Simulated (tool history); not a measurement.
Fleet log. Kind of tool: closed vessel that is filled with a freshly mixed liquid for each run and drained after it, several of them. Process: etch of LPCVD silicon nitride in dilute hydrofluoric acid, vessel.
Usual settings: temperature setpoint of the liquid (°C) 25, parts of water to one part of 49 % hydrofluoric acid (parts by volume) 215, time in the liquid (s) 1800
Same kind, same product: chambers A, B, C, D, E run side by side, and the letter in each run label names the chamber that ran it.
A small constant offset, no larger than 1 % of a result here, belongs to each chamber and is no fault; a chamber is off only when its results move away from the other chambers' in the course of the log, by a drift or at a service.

run   hour  temperature setpoint of the liquid (°C)  parts of water to one part of 49 % hydrofluoric acid (parts by volume)  time in the liquid (s)  hours since the thermometer was replaced  hours since the hydrofluoric acid flow meter was replaced  read-back film thickness of the LPCVD silicon nitride reference wafer, read on the same gauge (nm)  thickness taken off the LPCVD silicon nitride on a monitor wafer (angstrom)
 1B    6.9                                       25                                                                     215                    1800                                    1543.6                                                      274.2                                                                                              80.013                                                                       45.901
 2E   14.2                                       25                                                                     215                    1800                                    1522.7                                                      775.3                                                                                              80.017                                                                       45.262
 3C   21.3                                       25                                                                     215                    1800                                     229.4                                                      451.2                                                                                              80.011                                                                       46.124
 4A   29.7                                       25                                                                     215                    1800                                     464.6                                                     1650.6                                                                                              79.996                                                                       46.405
 5D   34.5                                       25                                                                     215                    1800                                    1358.7                                                     1240.2                                                                                              80.004                                                                       46.554
 6D   41.3                                       25                                                                     215                    1800                                    1365.5                                                       1247                                                                                              80.022                                                                       46.803
 7A   49.2                                       25                                                                     215                    1800                                     484.1                                                     1670.1                                                                                              79.945                                                                       46.256
 8C   54.7                                     23.5                                                                     215                    2300                                     262.8                                                      484.6                                                                                              79.983                                                                       52.693
 9B   62.5                                     23.5                                                                     215                    2300                                    1599.2                                                      329.8                                                                                              79.999                                                                       53.098
10E   69.8                                     23.5                                                                     215                    2300                                    1578.3                                                      830.9                                                                                              80.015                                                                       53.516
11E   78.9                                     23.5                                                                     215                    2300                                    1587.4                                                        840                                                                                                  80                                                                       53.208
12D   84.4                                     23.5                                                                     215                    2300                                    1408.6                                                     1290.1                                                                                              79.987                                                                       54.217
13B   90.6                                       25                                                                     215                    1800                                    1627.3                                                      357.9                                                                                               80.01                                                                       46.135
14A   94.6                                       25                                                                     215                    1800                                     529.5                                                     1715.5                                                                                              80.011                                                                       46.363
15C   99.1                                       25                                                                     215                    1800                                     307.2                                                        529                                                                                              80.027                                                                       46.174
16C  103.8                                       25                                                                     215                    1800                                     311.9                                                      533.7                                                                                              79.979                                                                       45.655
17D  108.8                                       25                                                                     215                    1800                                      1433                                                     1314.5                                                                                              80.021                                                                       46.388
18E  113.9                                       25                                                                     215                    1800                                    1622.4                                                        875                                                                                               79.97                                                                       45.955
19A  117.9                                       25                                                                     215                    1800                                     552.8                                                     1738.8                                                                                              80.024                                                                       46.773
20B  124.5                                       25                                                                     215                    1800                                    1661.2                                                      391.8                                                                                              80.051                                                                       45.639
21B  130.5                                       25                                                                     215                    1800                                    1667.2                                                      397.8                                                                                              80.009                                                                       45.709
22D  137.1                                       25                                                                     215                    1800                                    1461.3                                                     1342.8                                                                                              79.981                                                                       46.319
23C  144.2                                       25                                                                     215                    1800                                     352.3                                                      574.1                                                                                              80.042                                                                       45.617
24E  149.8                                       25                                                                     215                    1800                                    1658.3                                                      910.9                                                                                               80.01                                                                       45.966
25A  156.5                                       25                                                                     290                    2685                                     591.4                                                     1777.4                                                                                              79.978                                                                       51.292
26C  164.9                                       25                                                                     290                    2685                                       373                                                      594.8                                                                                              80.003                                                                       50.323
27A  171.8                                       25                                                                     290                    2685                                     606.7                                                     1792.7                                                                                              79.961                                                                       51.343
     177.3  -- chamber B: thermometer replaced
28B  180.9                                       25                                                                     290                    2685                                       3.7                                                      448.2                                                                                              79.983                                                                       50.766
29E  186.5                                       25                                                                     290                    2685                                      1695                                                      947.6                                                                                              79.968                                                                       50.655
30D  192.1                                       25                                                                     215                    1800                                    1516.3                                                     1397.8                                                                                              79.964                                                                       46.164
31E  197.6                                       25                                                                     215                    1800                                    1706.1                                                      958.7                                                                                              79.985                                                                       46.493
32A  203.8                                       25                                                                     215                    1800                                     638.7                                                     1824.7                                                                                              80.014                                                                       46.632
33B  208.8                                       25                                                                     215                    1800                                      31.6                                                      476.1                                                                                              79.971                                                                       46.132
34C  213.3                                       25                                                                     215                    1800                                     421.4                                                      643.2                                                                                              80.013                                                                       45.938
35D    219                                       25                                                                     215                    1800                                    1543.2                                                     1424.7                                                                                              80.046                                                                       46.215
36E  225.7                                       25                                                                     215                    1800                                    1734.2                                                      986.8                                                                                              79.983                                                                       46.119
37A  232.7                                       25                                                                     255                    2795                                     667.6                                                     1853.6                                                                                              79.993                                                                       60.621
38B  237.4                                       25                                                                     255                    2795                                      60.2                                                      504.7                                                                                              80.033                                                                       60.153
39D  244.1                                       25                                                                     255                    2795                                    1568.3                                                     1449.8                                                                                              80.003                                                                       60.464
40C  252.8                                       25                                                                     255                    2795                                     460.9                                                      682.7                                                                                                  80                                                                       59.537
41A  258.5                                       25                                                                     255                    2795                                     693.4                                                     1879.4                                                                                              79.977                                                                           61
42E  264.2                                       25                                                                     215                    1800                                    1772.7                                                     1025.3                                                                                              80.015                                                                       45.547
43D  272.5                                       25                                                                     215                    2260                                    1596.7                                                     1478.2                                                                                              79.973                                                                       58.985
44B  280.6                                       25                                                                     215                    2260                                     103.4                                                      547.9                                                                                              80.044                                                                       57.573

For the next run the whole fleet of 5 chambers uses the same settings. Give each chamber's results:
45A  287.1                                       25                                                                     215                    1800                                                                                                                                                                                                                                                                                     ?
45B  287.1                                       25                                                                     215                    1800                                                                                                                                                                                                                                                                                     ?
45C  287.1                                       25                                                                     215                    1800                                                                                                                                                                                                                                                                                     ?
45D  287.1                                       25                                                                     215                    1800                                                                                                                                                                                                                                                                                     ?
45E  287.1                                       25                                                                     215                    1800                                                                                                                                                                                                                                                                                     ?

run  thickness taken off the LPCVD silicon nitride on a monitor wafer (angstrom)
45A                                                                       46.449
45B                                                                       45.784
45C                                                                       46.113
45D                                                                       46.389
45E                                                                       46.335

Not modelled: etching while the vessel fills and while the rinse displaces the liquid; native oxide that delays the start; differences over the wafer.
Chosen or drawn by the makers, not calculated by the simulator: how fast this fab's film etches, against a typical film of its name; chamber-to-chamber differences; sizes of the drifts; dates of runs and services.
